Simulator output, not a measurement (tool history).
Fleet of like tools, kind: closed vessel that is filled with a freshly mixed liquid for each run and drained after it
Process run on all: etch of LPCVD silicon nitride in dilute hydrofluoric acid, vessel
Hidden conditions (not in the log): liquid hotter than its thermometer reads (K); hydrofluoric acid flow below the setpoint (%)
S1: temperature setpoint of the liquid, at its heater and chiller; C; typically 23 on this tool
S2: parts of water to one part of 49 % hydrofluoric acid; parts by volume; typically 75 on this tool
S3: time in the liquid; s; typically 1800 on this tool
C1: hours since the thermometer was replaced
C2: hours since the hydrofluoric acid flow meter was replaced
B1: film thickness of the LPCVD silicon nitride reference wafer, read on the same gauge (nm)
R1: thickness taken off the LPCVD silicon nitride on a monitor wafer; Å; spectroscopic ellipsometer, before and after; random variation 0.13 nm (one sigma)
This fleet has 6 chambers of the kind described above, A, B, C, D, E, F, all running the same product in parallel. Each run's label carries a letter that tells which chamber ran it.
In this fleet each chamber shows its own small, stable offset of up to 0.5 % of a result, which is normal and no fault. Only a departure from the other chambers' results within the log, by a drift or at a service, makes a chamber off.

Run 1E, hour 7.7: usual settings; C1 75.4; C2 526.9; B1 130. Result: R1 131.07 Å.
Run 2A, hour 11.8: usual settings; C1 699.1; C2 338.7; B1 130.03. Result: R1 129.54 Å.
Run 3B, hour 19.8: usual settings; C1 683.8; C2 130.6; B1 129.98. Result: R1 131.3 Å.
Run 4D, hour 25.7: usual settings; C1 894.7; C2 1844.3; B1 129.99. Result: R1 131.41 Å.
Run 5F, hour 30.2: usual settings; C1 2044.4; C2 534.7; B1 129.97. Result: R1 132.82 Å.
Run 6C, hour 36.2: usual settings but S2 110 parts by volume; C1 531.2; C2 978.1; B1 129.95. Result: R1 89.655 Å.
Run 7D, hour 44.1: usual settings but S2 110 parts by volume; C1 913.1; C2 1862.7; B1 130.01. Result: R1 90.595 Å.
Run 8B, hour 51.7: usual settings but S2 110 parts by volume; C1 715.7; C2 162.5; B1 130.01. Result: R1 91.834 Å.
Run 9C, hour 59.5: usual settings but S2 110 parts by volume; C1 554.5; C2 1001.4; B1 130. Result: R1 90.127 Å.
Run 10A, hour 67: usual settings but S2 110 parts by volume; C1 754.3; C2 393.9; B1 130.02. Result: R1 92.895 Å.
Run 11E, hour 72.1: usual settings but S2 110 parts by volume; C1 139.8; C2 591.3; B1 129.99. Result: R1 89.615 Å.
Run 12F, hour 75.6: usual settings; C1 2089.8; C2 580.1; B1 130. Result: R1 131.38 Å.
Run 13A, hour 79.8: usual settings; C1 767.1; C2 406.7; B1 129.97. Result: R1 132.07 Å.
At hour 82.6: chamber D: hydrofluoric acid flow meter replaced.
Run 14B, hour 84.1: usual settings; C1 748.1; C2 194.9; B1 130.02. Result: R1 131.27 Å.
Run 15C, hour 88.8: usual settings; C1 583.8; C2 1030.7; B1 130. Result: R1 131.27 Å.
Run 16E, hour 96.7: usual settings; C1 164.4; C2 615.9; B1 129.99. Result: R1 133.01 Å.
Run 17F, hour 102.3: usual settings but S2 95 parts by volume; C1 2116.5; C2 606.8; B1 129.98. Result: R1 103.19 Å.
Run 18D, hour 108.1: usual settings but S2 95 parts by volume; C1 977.1; C2 25.5; B1 130. Result: R1 104.05 Å.
Run 19C, hour 111.6: usual settings but S2 95 parts by volume; C1 606.6; C2 1053.5; B1 130.02. Result: R1 102.53 Å.
Run 20A, hour 115.8: usual settings but S2 95 parts by volume; C1 803.1; C2 442.7; B1 129.99. Result: R1 108.86 Å.
Run 21E, hour 121.9: usual settings but S2 95 parts by volume; C1 189.6; C2 641.1; B1 129.99. Result: R1 102.77 Å.
Run 22D, hour 128.3: usual settings but S2 95 parts by volume; C1 997.3; C2 45.7; B1 130.01. Result: R1 104.75 Å.
Run 23B, hour 135.9: usual settings; C1 799.9; C2 246.7; B1 130. Result: R1 130.98 Å.
Run 24F, hour 143.6: usual settings; C1 2157.8; C2 648.1; B1 129.98. Result: R1 132.21 Å.
Run 25C, hour 148.9: usual settings; C1 643.9; C2 1090.8; B1 130. Result: R1 130.55 Å.
Run 26D, hour 153.6: usual settings; C1 1022.6; C2 71; B1 129.98. Result: R1 133.59 Å.
Run 27A, hour 157.9: usual settings; C1 845.2; C2 484.8; B1 129.99. Result: R1 143.66 Å.
Run 28E, hour 164.3: usual settings but S1 19.5 C, S2 100 parts by volume; C1 232; C2 683.5; B1 130.01. Result: R1 78.885 Å.
Run 29F, hour 168.5: usual settings but S1 19.5 C, S2 100 parts by volume; C1 2182.7; C2 673; B1 129.97. Result: R1 78.494 Å.
Run 30B, hour 174.5: usual settings but S1 19.5 C, S2 100 parts by volume; C1 838.5; C2 285.3; B1 130.02. Result: R1 78.38 Å.
Run 31B, hour 180.1: usual settings but S1 19.5 C, S2 100 parts by volume; C1 844.1; C2 290.9; B1 129.98. Result: R1 77.265 Å.
Run 32F, hour 183.9: usual settings but S1 19.5 C, S2 100 parts by volume; C1 2198.1; C2 688.4; B1 129.99. Result: R1 80.239 Å.
Run 33C, hour 192.1: usual settings but S1 19.5 C, S2 100 parts by volume; C1 687.1; C2 1134; B1 129.98. Result: R1 78.574 Å.
Run 34D, hour 197.2: usual settings; C1 1066.2; C2 114.6; B1 130. Result: R1 133.74 Å.
Run 35E, hour 202.3: usual settings; C1 270; C2 721.5; B1 129.98. Result: R1 132.94 Å.
Run 36A, hour 209.4: usual settings; C1 896.7; C2 536.3; B1 129.97. Result: R1 148.34 Å.
Run 37E, hour 217.3: usual settings but S1 19.5 C, S2 50 parts by volume; C1 285; C2 736.5; B1 129.98. Result: R1 154.46 Å.
Run 38D, hour 222.1: usual settings but S1 19.5 C, S2 50 parts by volume; C1 1091.1; C2 139.5; B1 130. Result: R1 154.98 Å.

Next, all 6 chambers run the settings below, one line each with question marks for the results. What does each chamber give?
Run 39A, hour 227.9: usual settings but S2 95 parts by volume. Result: R1 ?.
Run 39B, hour 227.9: usual settings but S2 95 parts by volume. Result: R1 ?.
Run 39C, hour 227.9: usual settings but S2 95 parts by volume. Result: R1 ?.
Run 39D, hour 227.9: usual settings but S2 95 parts by volume. Result: R1 ?.
Run 39E, hour 227.9: usual settings but S2 95 parts by volume. Result: R1 ?.
Run 39F, hour 227.9: usual settings but S2 95 parts by volume. Result: R1 ?.

run      R1
39A  116.51
39B  105.37
39C  103.99
39D  103.52
39E  102.19
39F  105.06
